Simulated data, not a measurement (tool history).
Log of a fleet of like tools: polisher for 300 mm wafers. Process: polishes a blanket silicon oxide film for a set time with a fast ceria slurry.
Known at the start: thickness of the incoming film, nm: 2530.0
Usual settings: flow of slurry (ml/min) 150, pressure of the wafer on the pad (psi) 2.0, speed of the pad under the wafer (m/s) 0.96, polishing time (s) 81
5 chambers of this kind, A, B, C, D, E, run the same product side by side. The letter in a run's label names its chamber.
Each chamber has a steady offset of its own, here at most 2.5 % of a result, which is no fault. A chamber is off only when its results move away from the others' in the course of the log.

run,hour,flow of slurry (ml/min),pressure of the wafer on the pad (psi),speed of the pad under the wafer (m/s),polishing time (s),wafers polished on this pad,hours since the slurry nozzle was cleaned,hours since the head pressure was calibrated,film removed (nm)
1B,12.2,150,2.0,0.96,81,137,529.1,642.1,907.83
# hour 19.8: chamber D: slurry nozzle cleaned
2A,23.8,150,2.0,0.96,81,374,264.6,197.0,896.09
3E,32.9,150,2.0,0.96,81,414,70.9,101.5,894.49
4C,40.4,150,2.0,0.96,81,721,266.2,255.1,921.51
5D,52.6,150,2.0,0.96,81,734,32.8,682.5,919.36
6E,64.4,150,2.0,1.14,81,731,102.4,133.0,1034.20
# hour 67.4: chamber C: worn pad replaced by a new one
# hour 68.1: chamber A: worn pad replaced by a new one
7C,73.1,150,2.0,1.14,81,57,298.9,287.8,1083.20
# hour 74.2: chamber B: worn pad replaced by a new one
# hour 76.1: chamber B: slurry nozzle cleaned
# hour 79.4: chamber E: worn pad replaced by a new one
# hour 83.4: chamber A: slurry nozzle cleaned
8B,83.7,150,2.0,1.14,81,96,7.7,713.6,1078.40
9D,94.1,150,2.0,1.14,81,1152,74.3,724.0,1058.00
# hour 95.8: chamber D: worn pad replaced by a new one
10A,107.2,150,2.0,1.14,81,393,23.8,280.4,1067.90
11B,120.4,150,2.0,0.96,81,465,44.4,750.3,879.83
12C,129.8,150,2.0,0.96,81,628,355.6,344.5,925.52
13D,142.7,150,1.5,0.96,81,472,122.9,772.6,679.83
# hour 147.6: chamber B: head pressure recalibrated
# hour 148.4: chamber A: worn pad replaced by a new one
14A,156.8,150,1.5,0.96,81,85,73.4,330.0,687.54
# hour 158.4: chamber B: worn pad replaced by a new one
# hour 161.5: chamber C: worn pad replaced by a new one
15E,167.8,150,1.5,0.96,81,890,205.8,236.4,662.50
16C,178.8,150,1.5,0.96,81,174,404.6,393.5,677.80
# hour 180.1: chamber E: worn pad replaced by a new one
17B,191.5,150,1.5,0.96,81,333,115.5,44.0,685.10
# hour 195.0: chamber D: worn pad replaced by a new one
18A,201.5,150,2.0,0.96,81,535,118.1,374.7,945.77
19D,217.1,105,2.0,0.80,81,223,197.3,847.0,694.37
# hour 226.9: chamber A: worn pad replaced by a new one
20E,226.9,105,2.0,0.80,81,471,264.9,295.5,698.43
# hour 227.1: chamber D: slurry nozzle cleaned
21C,241.3,105,2.0,0.80,81,804,467.1,456.0,687.82
# hour 251.1: chamber B: worn pad replaced by a new one
22D,251.4,105,2.0,0.80,81,568,24.4,881.3,706.63
# hour 261.5: chamber C: worn pad replaced by a new one
23B,264.4,105,2.0,0.80,81,134,188.4,116.9,692.36
24E,274.0,150,2.0,0.96,81,945,312.0,342.6,893.01
# hour 274.3: chamber E: worn pad replaced by a new one
25A,286.2,150,2.0,0.96,81,597,202.8,459.4,967.97
# hour 286.7: chamber D: worn pad replaced by a new one
26E,293.2,150,2.0,0.96,81,190,331.2,361.8,864.43
27B,301.5,150,2.0,0.96,81,507,225.5,154.0,901.07
# hour 302.2: chamber A: worn pad replaced by a new one
28A,316.4,150,2.0,0.96,105,143,233.0,489.6,1225.90
29C,326.8,150,2.0,0.96,105,657,552.6,541.5,1172.50
# hour 333.1: chamber B: worn pad replaced by a new one
30D,342.4,150,2.0,0.96,105,561,115.4,972.3,1170.90
# hour 347.6: chamber C: worn pad replaced by a new one
31D,352.3,150,2.0,0.96,105,660,125.3,982.2,1170.10
32B,360.6,150,2.0,0.96,105,277,284.6,213.1,1162.90
# hour 365.6: chamber A: slurry nozzle cleaned
33C,371.9,150,2.0,0.96,81,244,597.7,586.6,907.23
# hour 374.8: chamber E: worn pad replaced by a new one
34A,384.6,150,2.0,0.96,81,829,19.0,557.8,941.09
# hour 388.8: chamber A: worn pad replaced by a new one
# hour 393.2: chamber D: worn pad replaced by a new one
35E,394.0,150,2.0,0.96,81,193,432.0,462.6,903.91
36C,402.8,150,2.3,0.96,89,555,628.6,617.5,1142.40
37B,413.3,150,2.3,0.96,89,807,337.3,265.8,1140.90
38D,422.0,150,2.3,0.96,89,290,195.0,1051.9,1149.60
39E,431.9,150,2.3,0.96,89,575,469.9,500.5,1129.40
40A,440.5,150,2.3,0.96,89,520,74.9,613.7,1245.10

All 5 chambers run these settings next. Forecast each chamber's results:
41A,451.9,150,2.0,0.96,81,,,,?
41B,451.9,150,2.0,0.96,81,,,,?
41C,451.9,150,2.0,0.96,81,,,,?
41D,451.9,150,2.0,0.96,81,,,,?
41E,451.9,150,2.0,0.96,81,,,,?

run,film removed (nm)
41A,986.03
41B,900.13
41C,909.82
41D,906.67
41E,882.96
